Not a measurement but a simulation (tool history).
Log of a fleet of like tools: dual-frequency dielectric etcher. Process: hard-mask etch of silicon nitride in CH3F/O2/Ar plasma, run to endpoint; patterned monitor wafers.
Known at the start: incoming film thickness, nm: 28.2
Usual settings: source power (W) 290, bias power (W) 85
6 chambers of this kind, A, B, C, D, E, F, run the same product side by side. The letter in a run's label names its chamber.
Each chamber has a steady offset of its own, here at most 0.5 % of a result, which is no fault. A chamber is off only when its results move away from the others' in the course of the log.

run,hour,source power (W),bias power (W),endpoint time (s)
1A,7.6,290,85,43.272
2C,15.8,290,85,43.521
3F,26.1,290,85,43.208
4D,31.3,290,85,43.702
5B,41.2,290,85,43.412
6E,51.2,290,85,43.244
7A,61.1,290,85,43.446
8D,71.5,290,85,43.357
9E,79.0,290,85,43.303
10F,89.6,290,85,43.493
# hour 91.8: chamber D: source power generator calibrated
11B,100.3,290,85,43.378
12C,109.8,290,85,43.494
13B,120.0,290,85,43.320
14D,125.0,290,85,43.608
15F,131.2,290,85,43.187
16E,137.9,290,85,43.143
17C,147.3,290,85,43.281
# hour 150.2: chamber B: bias power generator calibrated
18A,157.8,290,85,43.231
19B,168.0,290,85,43.247
20D,174.2,230,99,44.575
21F,182.0,230,99,44.749
22A,190.4,230,99,44.509
23C,200.6,230,99,44.168
# hour 208.7: chamber E: wet clean of the chamber
24E,211.1,230,99,44.911
25D,215.9,230,99,44.977
26B,224.6,240,77,48.122
27C,229.9,240,77,47.441
28F,239.8,240,77,48.430
29A,247.7,240,77,48.447
# hour 251.5: chamber F: wet clean of the chamber
30E,255.6,240,77,48.269
31A,266.1,240,77,48.253
32E,273.8,290,85,43.310
33B,281.1,290,85,43.263
34D,287.6,290,85,43.609
35F,297.4,290,85,43.411
36C,303.3,290,85,42.326
37D,308.9,290,85,43.668
38F,317.0,290,85,43.393
39A,325.8,290,85,43.233
40B,332.3,290,85,43.405
41E,337.9,290,85,43.248
42C,345.4,290,85,42.404
43E,354.2,290,85,43.343
44D,364.3,290,85,43.535

Next, every chamber runs the same settings. What will each give?
45A,372.2,290,85,?
45B,372.2,290,85,?
45C,372.2,290,85,?
45D,372.2,290,85,?
45E,372.2,290,85,?
45F,372.2,290,85,?

run,endpoint time (s)
45A,43.030
45B,43.242
45C,42.549
45D,43.554
45E,43.337
45F,43.786
